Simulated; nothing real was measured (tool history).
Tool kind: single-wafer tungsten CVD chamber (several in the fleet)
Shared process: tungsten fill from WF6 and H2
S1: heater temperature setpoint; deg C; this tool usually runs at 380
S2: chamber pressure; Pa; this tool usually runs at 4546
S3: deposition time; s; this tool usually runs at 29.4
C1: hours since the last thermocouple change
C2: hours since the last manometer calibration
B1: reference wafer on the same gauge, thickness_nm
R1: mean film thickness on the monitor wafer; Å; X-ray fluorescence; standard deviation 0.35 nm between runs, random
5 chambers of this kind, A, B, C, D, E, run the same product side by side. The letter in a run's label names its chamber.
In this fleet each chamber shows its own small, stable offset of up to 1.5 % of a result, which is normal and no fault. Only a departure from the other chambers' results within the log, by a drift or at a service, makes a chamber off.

Run 1D, day 0.479: usual settings; C1 1151.5; C2 671.6; B1 52.744. Result: R1 615.65 Å.
Run 2E, day 0.975: usual settings; C1 1027.5; C2 583.8; B1 52.754. Result: R1 624.27 Å.
At day 1.200: chamber E: thermocouple changed; heater temperature recalibrated.
Run 3B, day 1.450: usual settings; C1 83.5; C2 240.4; B1 52.807. Result: R1 618.69 Å.
Run 4A, day 1.692: usual settings; C1 393.6; C2 623.4; B1 52.771. Result: R1 624.24 Å.
Run 5C, day 2.008: usual settings; C1 446.8; C2 377.8; B1 52.747. Result: R1 612.06 Å.
Run 6B, day 2.433: usual settings; C1 107.1; C2 264.0; B1 52.762. Result: R1 620.28 Å.
Run 7C, day 2.846: usual settings; C1 466.9; C2 397.9; B1 52.842. Result: R1 613.82 Å.
Run 8D, day 3.358: usual settings; C1 1220.6; C2 740.7; B1 52.805. Result: R1 616.61 Å.
Run 9A, day 3.871: usual settings; C1 445.9; C2 675.7; B1 52.713. Result: R1 620.27 Å.
Run 10E, day 4.346: usual settings; C1 75.6; C2 664.7; B1 52.762. Result: R1 614.63 Å.
Run 11E, day 4.708: usual settings; C1 84.3; C2 673.4; B1 52.768. Result: R1 618.87 Å.
Run 12C, day 4.996: usual settings; C1 518.5; C2 449.5; B1 52.743. Result: R1 614.58 Å.
Run 13D, day 5.412: usual settings; C1 1269.9; C2 790.0; B1 52.773. Result: R1 600.11 Å.
Run 14B, day 5.950: usual settings; C1 191.5; C2 348.4; B1 52.850. Result: R1 618.41 Å.
Run 15A, day 6.338: usual settings; C1 505.1; C2 734.9; B1 52.682. Result: R1 624.00 Å.
Run 16E, day 6.812: usual settings; C1 134.8; C2 723.9; B1 52.830. Result: R1 626.09 Å.
Run 17D, day 7.192: usual settings but S2 4946 Pa, S3 25.7 s; C1 1312.6; C2 832.7; B1 52.856. Result: R1 545.76 Å.
Run 18B, day 7.725: usual settings but S2 4946 Pa, S3 25.7 s; C1 234.1; C2 391.0; B1 52.853. Result: R1 566.68 Å.
Run 19C, day 8.200: usual settings but S2 4946 Pa, S3 25.7 s; C1 595.4; C2 526.4; B1 52.819. Result: R1 559.75 Å.
Run 20A, day 8.638: usual settings but S2 4946 Pa, S3 25.7 s; C1 560.3; C2 790.1; B1 52.785. Result: R1 559.69 Å.
Run 21C, day 9.188: usual settings but S2 4946 Pa, S3 25.7 s; C1 619.1; C2 550.1; B1 52.784. Result: R1 559.89 Å.
Run 22E, day 9.462: usual settings; C1 198.4; C2 787.5; B1 52.744. Result: R1 627.29 Å.
Run 23A, day 9.796: usual settings; C1 588.1; C2 817.9; B1 52.841. Result: R1 616.07 Å.
Run 24B, day 10.325: usual settings; C1 296.5; C2 453.4; B1 52.774. Result: R1 621.92 Å.
Run 25D, day 10.817: usual settings; C1 1399.6; C2 919.7; B1 52.807. Result: R1 579.19 Å.
Run 26A, day 11.371: usual settings; C1 625.9; C2 855.7; B1 52.808. Result: R1 617.22 Å.
Run 27D, day 11.612: usual settings; C1 1418.7; C2 938.8; B1 52.860. Result: R1 585.47 Å.
Run 28C, day 11.879: usual settings; C1 683.7; C2 614.7; B1 52.813. Result: R1 615.58 Å.
Run 29B, day 12.188: usual settings; C1 341.2; C2 498.1; B1 52.825. Result: R1 619.23 Å.
Run 30E, day 12.629: usual settings; C1 274.4; C2 863.5; B1 52.723. Result: R1 617.40 Å.
Run 31B, day 13.017: usual settings; C1 361.1; C2 518.0; B1 52.879. Result: R1 626.00 Å.
Run 32A, day 13.388: usual settings; C1 674.3; C2 904.1; B1 52.740. Result: R1 618.39 Å.
Run 33D, day 13.658: usual settings; C1 1467.8; C2 987.9; B1 52.806. Result: R1 580.61 Å.
Run 34C, day 13.967: usual settings; C1 733.8; C2 664.8; B1 52.820. Result: R1 620.42 Å.
Run 35E, day 14.404: usual settings; C1 317.0; C2 906.1; B1 52.808. Result: R1 619.74 Å.
Run 36E, day 14.904: usual settings; C1 329.0; C2 918.1; B1 52.773. Result: R1 616.02 Å.
Run 37A, day 15.171: usual settings; C1 717.1; C2 946.9; B1 52.818. Result: R1 618.77 Å.
Run 38C, day 15.717: usual settings; C1 775.8; C2 706.8; B1 52.727. Result: R1 619.32 Å.
Run 39D, day 16.079: usual settings; C1 1525.9; C2 1046.0; B1 52.759. Result: R1 574.25 Å.
Run 40B, day 16.617: usual settings; C1 447.5; C2 604.4; B1 52.773. Result: R1 621.45 Å.
Run 41B, day 17.025: usual settings; C1 457.3; C2 614.2; B1 52.799. Result: R1 618.11 Å.
Run 42A, day 17.412: usual settings but S1 393 deg C, S2 5573 Pa; C1 770.9; C2 1000.7; B1 52.734. Result: R1 891.76 Å.

Does one chamber stand apart from the rest, does the shared gauge drift, or is all well apart from small per-chamber offsets? Give the chamber and the most likely cause, where there is one.

It is chamber D that slowly wanders off from its peers.
Likeliest cause: wafer temperature below the value expected at the setpoint (K) = 3.47.

Which of the 4 candidates below, each the usual settings with something changed and its results left as question marks, puts chamber D back in line with what the other chambers give on the usual settings?
To be in line, a result may differ from the other chambers' mean on the usual settings by at most: R1 12.00 Å
Run 43D-1, day 17.812: usual settings but S1 377 deg C, S2 4466 Pa, S3 28.7 s. Result: R1 ?.
Run 43D-2, day 17.812: usual settings but S2 5026 Pa, S3 33.6 s. Result: R1 ?.
Run 43D-3, day 17.812: usual settings but S1 371 deg C. Result: R1 ?.
Run 43D-4, day 17.812: usual settings but S1 384 deg C. Result: R1 ?.

The mean the other chambers reach with the usual settings: R1 619.21 Å
  run      R1
43D-1  515.53
43D-2  679.12
43D-3  469.50
43D-4  614.67
The answer is 43D-4, which returns the chamber to within the allowed miss of the others.

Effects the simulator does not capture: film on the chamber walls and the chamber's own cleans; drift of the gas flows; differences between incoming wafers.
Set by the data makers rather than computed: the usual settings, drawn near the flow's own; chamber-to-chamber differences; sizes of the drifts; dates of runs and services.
